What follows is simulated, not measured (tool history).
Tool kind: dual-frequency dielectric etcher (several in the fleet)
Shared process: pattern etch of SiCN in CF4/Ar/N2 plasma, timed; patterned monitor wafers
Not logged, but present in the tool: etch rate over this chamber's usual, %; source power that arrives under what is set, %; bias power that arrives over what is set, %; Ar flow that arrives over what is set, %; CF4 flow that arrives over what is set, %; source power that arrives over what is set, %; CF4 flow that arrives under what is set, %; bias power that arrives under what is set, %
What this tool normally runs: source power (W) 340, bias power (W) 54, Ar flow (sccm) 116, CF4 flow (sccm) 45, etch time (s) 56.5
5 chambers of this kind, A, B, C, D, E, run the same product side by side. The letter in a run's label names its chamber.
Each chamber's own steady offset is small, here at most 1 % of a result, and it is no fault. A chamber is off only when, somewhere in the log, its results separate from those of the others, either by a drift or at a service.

| run | hour | source power (W) | bias power (W) | Ar flow (sccm) | CF4 flow (sccm) | etch time (s) | hours since the last wet clean | hours since the last source power generator calibration | hours since the last bias power generator calibration | hours since the last Ar flow controller change | hours since the last CF4 flow controller change | read-back reference wafer on the same gauge, depth_nm | mean etch depth across the wafer (Å) |
|---|---|---|---|---|---|---|---|---|---|---|---|---|---|
| 1D | 4.4 | 340 | 54 | 116 | 45 | 56.5 | 242.4 | 2862.6 | 626.4 | 731.8 | 1629.9 | 32.385 | 312.50 |
| 2B | 8.1 | 340 | 54 | 116 | 45 | 56.5 | 261.8 | 2443.5 | 2527.8 | 4388.0 | 1541.7 | 32.391 | 313.11 |
| 3C | 13.4 | 340 | 54 | 116 | 45 | 56.5 | 199.1 | 276.9 | 1410.8 | 3551.7 | 1114.6 | 32.383 | 309.02 |
| 4A | 17.5 | 340 | 54 | 116 | 45 | 56.5 | 493.0 | 32.7 | 1263.3 | 1691.2 | 3090.6 | 32.400 | 312.76 |
| 5E | 22.2 | 340 | 54 | 116 | 45 | 56.5 | 367.6 | 2884.7 | 1339.1 | 2639.8 | 981.0 | 32.389 | 314.09 |
| 6B | 27.4 | 340 | 54 | 116 | 45 | 56.5 | 281.1 | 2462.8 | 2547.1 | 4407.3 | 1561.0 | 32.427 | 313.29 |
|  | 30.0 | chamber B: bias power generator calibrated |
| 7A | 33.0 | 340 | 54 | 116 | 45 | 56.5 | 508.5 | 48.2 | 1278.8 | 1706.7 | 3106.1 | 32.408 | 312.36 |
| 8E | 37.5 | 340 | 54 | 116 | 45 | 56.5 | 382.9 | 2900.0 | 1354.4 | 2655.1 | 996.3 | 32.394 | 312.50 |
| 9D | 42.9 | 340 | 54 | 116 | 45 | 56.5 | 280.9 | 2901.1 | 664.9 | 770.3 | 1668.4 | 32.406 | 311.04 |
|  | 44.0 | chamber E: wet clean of the chamber |
| 10C | 47.6 | 340 | 54 | 116 | 45 | 56.5 | 233.3 | 311.1 | 1445.0 | 3585.9 | 1148.8 | 32.402 | 310.45 |
|  | 49.0 | chamber B: source power generator calibrated |
| 11D | 53.1 | 340 | 54 | 116 | 45 | 56.5 | 291.1 | 2911.3 | 675.1 | 780.5 | 1678.6 | 32.391 | 314.06 |
| 12B | 60.0 | 290 | 54 | 116 | 45 | 45.5 | 313.7 | 11.0 | 30.1 | 4439.9 | 1593.6 | 32.416 | 219.00 |
| 13A | 64.8 | 290 | 54 | 116 | 45 | 45.5 | 540.3 | 80.0 | 1310.6 | 1738.5 | 3137.9 | 32.399 | 218.60 |
| 14C | 71.3 | 290 | 54 | 116 | 45 | 45.5 | 257.0 | 334.8 | 1468.7 | 3609.6 | 1172.5 | 32.382 | 217.24 |
| 15E | 75.8 | 290 | 54 | 116 | 45 | 45.5 | 31.9 | 2938.3 | 1392.7 | 2693.4 | 1034.6 | 32.375 | 219.04 |
| 16E | 80.1 | 290 | 54 | 116 | 45 | 45.5 | 36.2 | 2942.6 | 1397.0 | 2697.7 | 1038.9 | 32.434 | 218.75 |
| 17B | 87.1 | 340 | 54 | 116 | 45 | 56.5 | 340.8 | 38.1 | 57.2 | 4467.0 | 1620.7 | 32.364 | 314.08 |
| 18C | 90.8 | 340 | 59 | 128 | 45 | 56.5 | 276.5 | 354.3 | 1488.2 | 3629.1 | 1192.0 | 32.414 | 313.66 |
| 19D | 95.1 | 340 | 59 | 128 | 45 | 56.5 | 333.1 | 2953.3 | 717.1 | 822.5 | 1720.6 | 32.402 | 319.18 |
|  | 95.8 | chamber A: wet clean of the chamber |
| 20A | 98.8 | 340 | 59 | 128 | 45 | 56.5 | 3.0 | 114.0 | 1344.6 | 1772.5 | 3171.9 | 32.380 | 318.32 |
| 21C | 104.1 | 340 | 59 | 128 | 45 | 56.5 | 289.8 | 367.6 | 1501.5 | 3642.4 | 1205.3 | 32.394 | 314.64 |
| 22A | 109.1 | 340 | 59 | 128 | 45 | 56.5 | 13.3 | 124.3 | 1354.9 | 1782.8 | 3182.2 | 32.399 | 316.98 |
| 23B | 113.0 | 340 | 54 | 116 | 45 | 44.5 | 366.7 | 64.0 | 83.1 | 4492.9 | 1646.6 | 32.380 | 245.69 |
| 24D | 118.1 | 340 | 54 | 116 | 45 | 44.5 | 356.1 | 2976.3 | 740.1 | 845.5 | 1743.6 | 32.406 | 247.34 |
| 25E | 123.7 | 340 | 54 | 116 | 45 | 44.5 | 79.8 | 2986.2 | 1440.6 | 2741.3 | 1082.5 | 32.416 | 247.65 |
| 26E | 127.6 | 340 | 54 | 116 | 45 | 44.5 | 83.7 | 2990.1 | 1444.5 | 2745.2 | 1086.4 | 32.383 | 246.64 |
| 27C | 133.8 | 340 | 54 | 116 | 45 | 44.5 | 319.5 | 397.3 | 1531.2 | 3672.1 | 1235.0 | 32.378 | 244.17 |
| 28D | 140.1 | 340 | 54 | 116 | 45 | 56.5 | 378.1 | 2998.3 | 762.1 | 867.5 | 1765.6 | 32.392 | 317.34 |
| 29A | 146.1 | 340 | 59 | 116 | 45 | 56.5 | 50.3 | 161.3 | 1391.9 | 1819.8 | 3219.2 | 32.418 | 322.79 |
| 30B | 152.7 | 340 | 59 | 116 | 45 | 56.5 | 406.4 | 103.7 | 122.8 | 4532.6 | 1686.3 | 32.412 | 323.41 |
| 31A | 156.4 | 340 | 59 | 116 | 45 | 56.5 | 60.6 | 171.6 | 1402.2 | 1830.1 | 3229.5 | 32.406 | 324.04 |
|  | 157.2 | chamber C: wet clean of the chamber |
| 32E | 161.6 | 340 | 59 | 116 | 45 | 56.5 | 117.7 | 3024.1 | 1478.5 | 2779.2 | 1120.4 | 32.415 | 324.44 |
| 33C | 164.9 | 340 | 59 | 116 | 45 | 56.5 | 7.7 | 428.4 | 1562.3 | 3703.2 | 1266.1 | 32.402 | 320.96 |
| 34D | 171.8 | 340 | 54 | 116 | 45 | 47.0 | 409.8 | 3030.0 | 793.8 | 899.2 | 1797.3 | 32.398 | 264.55 |
| 35B | 178.0 | 340 | 54 | 116 | 45 | 47.0 | 431.7 | 129.0 | 148.1 | 4557.9 | 1711.6 | 32.397 | 259.71 |
| 36B | 184.3 | 340 | 54 | 116 | 45 | 47.0 | 438.0 | 135.3 | 154.4 | 4564.2 | 1717.9 | 32.394 | 260.19 |

Read the log: is a single chamber off, either drifting away or since a service, is the gauge that measures every chamber drifting, or is nothing wrong beyond small per-chamber offsets? Name any odd chamber and what most likely caused it.

One chamber, D, drifts off from the rest bit by bit.
What lies behind it: etch rate over this chamber's usual, % = 2.28.
The log may not separate it from: source power that arrives over what is set, %; bias power that arrives over what is set, %.

Below are 4 candidate recipes for chamber D's next run, each the usual settings with a change, their results shown as question marks. Which of them brings D's results back in line with what the other chambers give on the usual settings?
Counts as in line when no further than this from what the other chambers average on the usual settings: mean etch depth across the wafer (Å) 2.70
| 37D-1 | 189.4 | 330 | 54 | 116 | 45 | 56.5 |  |  |  |  |  |  | ? |
| 37D-2 | 189.4 | 340 | 54 | 116 | 45 | 58.0 |  |  |  |  |  |  | ? |
| 37D-3 | 189.4 | 340 | 54 | 116 | 45 | 56.0 |  |  |  |  |  |  | ? |
| 37D-4 | 189.4 | 340 | 54 | 116 | 45 | 57.0 |  |  |  |  |  |  | ? |

Mean of the other chambers on the usual settings: mean etch depth across the wafer (Å) 312.04
| run | mean etch depth across the wafer (Å) |
|---|---|
| 37D-1 | 311.48 |
| 37D-2 | 328.17 |
| 37D-3 | 316.85 |
| 37D-4 | 322.51 |
With 37D-1, the chamber falls back in line with the rest.

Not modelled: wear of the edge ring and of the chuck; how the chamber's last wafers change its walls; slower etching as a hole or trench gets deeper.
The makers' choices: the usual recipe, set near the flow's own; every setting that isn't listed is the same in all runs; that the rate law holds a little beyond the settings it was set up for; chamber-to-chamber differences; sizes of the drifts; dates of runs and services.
